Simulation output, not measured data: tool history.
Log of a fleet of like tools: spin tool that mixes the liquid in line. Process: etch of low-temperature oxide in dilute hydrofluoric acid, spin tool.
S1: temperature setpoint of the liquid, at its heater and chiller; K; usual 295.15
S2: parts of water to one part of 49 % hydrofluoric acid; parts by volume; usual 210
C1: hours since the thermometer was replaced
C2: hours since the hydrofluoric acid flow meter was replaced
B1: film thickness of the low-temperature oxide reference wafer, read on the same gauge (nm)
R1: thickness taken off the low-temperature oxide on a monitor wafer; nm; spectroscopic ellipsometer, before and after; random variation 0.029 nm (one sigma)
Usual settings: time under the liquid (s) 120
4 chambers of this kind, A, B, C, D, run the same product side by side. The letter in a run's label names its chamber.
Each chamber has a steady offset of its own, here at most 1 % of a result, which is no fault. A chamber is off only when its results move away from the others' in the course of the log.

{"run": "1B", "day": 0.308, "S1": 295.15, "S2": 210, "time under the liquid (s)": 120, "C1": 2035.3, "C2": 365.2, "B1": 80.004, "R1": 6.7923}
{"day": 0.692, "done": "chamber C: thermometer replaced"}
{"run": "2C", "day": 0.692, "S1": 295.15, "S2": 210, "time under the liquid (s)": 120, "C1": 0.0, "C2": 1755.4, "B1": 79.943, "R1": 6.7845}
{"run": "3A", "day": 1.054, "S1": 295.15, "S2": 210, "time under the liquid (s)": 120, "C1": 1480.8, "C2": 423.7, "B1": 80.008, "R1": 6.7758}
{"run": "4D", "day": 1.404, "S1": 295.15, "S2": 210, "time under the liquid (s)": 120, "C1": 2534.2, "C2": 733.2, "B1": 79.983, "R1": 6.8009}
{"run": "5D", "day": 1.704, "S1": 295.15, "S2": 210, "time under the liquid (s)": 120, "C1": 2541.4, "C2": 740.4, "B1": 80.047, "R1": 6.8429}
{"run": "6C", "day": 2.033, "S1": 295.15, "S2": 115, "time under the liquid (s)": 120, "C1": 32.2, "C2": 1787.6, "B1": 79.983, "R1": 13.768}
{"run": "7A", "day": 2.262, "S1": 295.15, "S2": 115, "time under the liquid (s)": 120, "C1": 1509.8, "C2": 452.7, "B1": 80.004, "R1": 13.482}
{"run": "8B", "day": 2.733, "S1": 295.15, "S2": 115, "time under the liquid (s)": 120, "C1": 2093.5, "C2": 423.4, "B1": 79.959, "R1": 13.7}
{"run": "9A", "day": 3.088, "S1": 295.15, "S2": 115, "time under the liquid (s)": 120, "C1": 1529.6, "C2": 472.5, "B1": 79.977, "R1": 13.575}
{"day": 3.138, "done": "chamber D: thermometer replaced"}
{"run": "10B", "day": 3.425, "S1": 295.15, "S2": 285, "time under the liquid (s)": 120, "C1": 2110.1, "C2": 440.0, "B1": 80.002, "R1": 4.6991}
{"run": "11D", "day": 3.671, "S1": 295.15, "S2": 285, "time under the liquid (s)": 120, "C1": 12.9, "C2": 787.6, "B1": 80.035, "R1": 4.669}
{"run": "12C", "day": 4.038, "S1": 295.15, "S2": 285, "time under the liquid (s)": 120, "C1": 80.3, "C2": 1835.7, "B1": 79.961, "R1": 4.6124}
{"run": "13C", "day": 4.425, "S1": 295.15, "S2": 285, "time under the liquid (s)": 120, "C1": 89.6, "C2": 1845.0, "B1": 79.978, "R1": 4.617}
{"run": "14D", "day": 4.633, "S1": 295.15, "S2": 210, "time under the liquid (s)": 120, "C1": 36.0, "C2": 810.7, "B1": 79.938, "R1": 6.8254}
{"run": "15A", "day": 5.042, "S1": 295.15, "S2": 210, "time under the liquid (s)": 120, "C1": 1576.5, "C2": 519.4, "B1": 80.049, "R1": 6.751}
{"run": "16B", "day": 5.317, "S1": 295.15, "S2": 210, "time under the liquid (s)": 120, "C1": 2155.5, "C2": 485.4, "B1": 79.96, "R1": 6.797}
{"run": "17C", "day": 5.692, "S1": 295.15, "S2": 210, "time under the liquid (s)": 120, "C1": 120.0, "C2": 1875.4, "B1": 80.0, "R1": 6.7479}
{"run": "18D", "day": 5.921, "S1": 295.15, "S2": 210, "time under the liquid (s)": 120, "C1": 66.9, "C2": 841.6, "B1": 79.933, "R1": 6.8082}
{"run": "19A", "day": 6.346, "S1": 295.15, "S2": 210, "time under the liquid (s)": 120, "C1": 1607.8, "C2": 550.7, "B1": 80.027, "R1": 6.7709}
{"run": "20B", "day": 6.65, "S1": 295.15, "S2": 210, "time under the liquid (s)": 120, "C1": 2187.5, "C2": 517.4, "B1": 80.019, "R1": 6.9019}
{"run": "21C", "day": 6.908, "S1": 295.15, "S2": 210, "time under the liquid (s)": 120, "C1": 149.2, "C2": 1904.6, "B1": 79.999, "R1": 6.775}
{"run": "22D", "day": 7.379, "S1": 295.15, "S2": 210, "time under the liquid (s)": 120, "C1": 101.9, "C2": 876.6, "B1": 79.989, "R1": 6.7902}
{"run": "23B", "day": 7.775, "S1": 295.15, "S2": 210, "time under the liquid (s)": 120, "C1": 2214.5, "C2": 544.4, "B1": 80.015, "R1": 6.7983}
{"run": "24A", "day": 8.196, "S1": 295.15, "S2": 210, "time under the liquid (s)": 120, "C1": 1652.2, "C2": 595.1, "B1": 80.024, "R1": 6.7745}
{"day": 8.438, "done": "chamber B: hydrofluoric acid flow meter replaced"}
{"run": "25B", "day": 8.654, "S1": 295.15, "S2": 210, "time under the liquid (s)": 120, "C1": 2235.6, "C2": 5.2, "B1": 79.972, "R1": 6.8416}
{"run": "26C", "day": 8.879, "S1": 295.15, "S2": 210, "time under the liquid (s)": 120, "C1": 196.5, "C2": 1951.9, "B1": 79.999, "R1": 6.7997}

Next, every chamber runs the same settings. What will each give?
{"run": "27A", "day": 9.217, "S1": 295.15, "S2": 210, "time under the liquid (s)": 80, "R1": "?"}
{"run": "27B", "day": 9.217, "S1": 295.15, "S2": 210, "time under the liquid (s)": 80, "R1": "?"}
{"run": "27C", "day": 9.217, "S1": 295.15, "S2": 210, "time under the liquid (s)": 80, "R1": "?"}
{"run": "27D", "day": 9.217, "S1": 295.15, "S2": 210, "time under the liquid (s)": 80, "R1": "?"}

run=27A R1=4.5392
run=27B R1=4.5735
run=27C R1=4.4960
run=27D R1=4.5377

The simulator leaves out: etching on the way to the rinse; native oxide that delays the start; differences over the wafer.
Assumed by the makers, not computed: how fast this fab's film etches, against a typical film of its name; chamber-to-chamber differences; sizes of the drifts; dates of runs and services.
